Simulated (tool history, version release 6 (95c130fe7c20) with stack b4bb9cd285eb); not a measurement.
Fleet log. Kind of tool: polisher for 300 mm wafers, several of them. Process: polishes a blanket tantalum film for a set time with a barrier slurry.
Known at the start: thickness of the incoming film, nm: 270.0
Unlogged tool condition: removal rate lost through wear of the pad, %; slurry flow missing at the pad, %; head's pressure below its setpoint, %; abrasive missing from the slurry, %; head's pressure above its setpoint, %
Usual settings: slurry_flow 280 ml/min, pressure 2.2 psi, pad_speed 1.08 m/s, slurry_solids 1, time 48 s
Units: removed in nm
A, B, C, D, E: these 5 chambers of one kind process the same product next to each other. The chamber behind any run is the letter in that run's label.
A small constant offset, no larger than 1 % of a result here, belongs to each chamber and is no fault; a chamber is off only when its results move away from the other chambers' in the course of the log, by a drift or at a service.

run   hour  slurry_flow  pressure  pad_speed  slurry_solids  time  wafers polished on this pad  hours since the slurry nozzle was cleaned  hours since the head pressure was calibrated  hours since the slurry blender was calibrated  removed
       1.2  -- chamber B: worn pad replaced by a new one
       2.7  -- chamber C: slurry nozzle cleaned
       5.6  -- chamber C: worn pad replaced by a new one
       6.3  -- chamber E: slurry nozzle cleaned
       8.8  -- chamber A: worn pad replaced by a new one
      13.0  -- chamber E: slurry blender recalibrated
 1B   13.5          280       2.2       1.08              1    48                          161                                      323.2                                         871.1                                          184.9   78.774
      18.0  -- chamber D: slurry blender recalibrated
 2E   27.0          280       2.2       1.08              1    48                          613                                       20.8                                         367.8                                           14.1   80.213
      27.1  -- chamber A: slurry blender recalibrated
      39.1  -- chamber E: head pressure recalibrated
 3A   42.3          280       2.2       1.08              1    48                          438                                      715.1                                         834.3                                           15.3   79.492
      45.2  -- chamber E: worn pad replaced by a new one
 4C   50.0          280       2.2       1.08              1    48                          580                                       47.3                                         586.0                                          203.4   80.068
 5D   64.5          280       2.2       1.08              1    48                          932                                      384.5                                        1153.8                                           46.6   79.298
      69.4  -- chamber A: worn pad replaced by a new one
 6A   74.3          280       2.2       1.08              1    48                           64                                      747.1                                         866.3                                           47.3   79.092
      78.2  -- chamber C: worn pad replaced by a new one
      81.6  -- chamber D: slurry nozzle cleaned
 7C   86.0          280       2.2       1.08              1    48                          102                                       83.3                                         622.0                                          239.4   81.163
 8E   94.7          280       2.2       1.08              1    48                          646                                       88.5                                          55.7                                           81.8   79.923
 9D  102.3          280       2.2       0.72              1    48                         1426                                       20.8                                        1191.6                                           84.4   52.700
     103.8  -- chamber D: worn pad replaced by a new one
     104.4  -- chamber B: worn pad replaced by a new one
     114.8  -- chamber E: worn pad replaced by a new one
10B  115.7          280       2.2       0.72              1    48                          148                                      425.4                                         973.3                                          287.1   52.044
11C  124.9          280       2.2       0.72              1    48                          611                                      122.2                                         660.9                                          278.3   53.185
     127.5  -- chamber A: head pressure recalibrated
12B  139.8          280       2.2       0.72              1    48                          463                                      449.5                                         997.4                                          311.2   52.498
     145.3  -- chamber A: worn pad replaced by a new one
     146.9  -- chamber C: worn pad replaced by a new one
13E  148.7          280       2.2       0.72              1    48                          443                                      142.5                                         109.7                                          135.8   53.681
     148.8  -- chamber A: slurry blender recalibrated
     155.7  -- chamber E: slurry blender recalibrated
14A  157.1          280       2.2       1.08              1    48                          154                                      829.9                                          29.7                                            8.4   76.551
     157.3  -- chamber D: head pressure recalibrated
     161.7  -- chamber B: slurry nozzle cleaned
     163.7  -- chamber A: slurry nozzle cleaned
15D  167.2          280       2.2       1.08              1    48                          828                                       85.7                                           9.9                                          149.3   78.532
     173.7  -- chamber B: slurry blender recalibrated
     177.4  -- chamber E: worn pad replaced by a new one
16D  179.4          340       2.2       1.08              1    48                          988                                       97.9                                          22.1                                          161.5   79.752
17C  193.0          340       2.2       1.08              1    48                          602                                      190.3                                         729.0                                          346.4   82.106
     198.4  -- chamber B: worn pad replaced by a new one
     201.3  -- chamber D: worn pad replaced by a new one
18A  205.1          340       2.2       1.08              1    48                          781                                       41.4                                          77.7                                           56.4   76.516
19B  216.3          340       2.2       1.08              1    48                          233                                       54.7                                        1073.9                                           42.7   81.027
     217.3  -- chamber C: worn pad replaced by a new one
     217.7  -- chamber A: worn pad replaced by a new one
20E  229.8          340       2.2       1.08              1    48                          685                                      223.6                                         190.8                                           74.1   82.489
21D  237.1          280       2.2       1.08              1    48                          468                                      155.6                                          79.8                                          219.2   79.274
22C  245.6          280       2.2       1.08              1    48                          370                                      242.9                                         781.6                                          399.0   81.076
     251.1  -- chamber E: worn pad replaced by a new one
23A  255.8          280       2.2       1.08              1    48                          498                                       92.1                                         128.4                                          107.1   76.202
24E  263.6          280       2.2       1.08              1    48                          164                                      257.4                                         224.6                                          107.9   80.266
25B  278.7          280       2.2       1.08              1    48                         1049                                      117.1                                        1136.3                                          105.1   79.275
     278.8  -- chamber A: slurry blender recalibrated
     288.8  -- chamber A: worn pad replaced by a new one
26E  291.3          280       2.2       1.08              1    48                          526                                      285.1                                         252.3                                          135.6   80.367
     293.2  -- chamber D: worn pad replaced by a new one
     296.9  -- chamber C: worn pad replaced by a new one
     301.7  -- chamber D: slurry blender recalibrated
27C  303.0          280       2.2       1.08              1    48                           80                                      300.3                                         839.0                                          456.4   79.337
     304.1  -- chamber B: worn pad replaced by a new one
28A  311.9          280       2.2       1.08              1    48                          302                                      148.2                                         184.5                                           33.1   75.911
29D  321.1          280       2.2       1.08              1    48                          364                                      239.6                                         163.8                                           19.4   79.608
30B  330.5          280       2.2       1.32              1    48                          345                                      168.9                                        1188.1                                          156.9   96.572
31B  344.1          280       2.2       1.32              1    48                          522                                      182.5                                        1201.7                                          170.5   96.317
32D  354.9          280       2.2       1.32              1    48                          806                                      273.4                                         197.6                                           53.2   97.138

All 5 chambers run these settings next. Forecast each chamber's results:
33A  366.0          280       1.5       1.08              1    48                                                                                                                                                                             ?
33B  366.0          280       1.5       1.08              1    48                                                                                                                                                                             ?
33C  366.0          280       1.5       1.08              1    48                                                                                                                                                                             ?
33D  366.0          280       1.5       1.08              1    48                                                                                                                                                                             ?
33E  366.0          280       1.5       1.08              1    48                                                                                                                                                                             ?

run  removed
33A   51.788
33B   53.422
33C   54.896
33D   53.787
33E   54.334

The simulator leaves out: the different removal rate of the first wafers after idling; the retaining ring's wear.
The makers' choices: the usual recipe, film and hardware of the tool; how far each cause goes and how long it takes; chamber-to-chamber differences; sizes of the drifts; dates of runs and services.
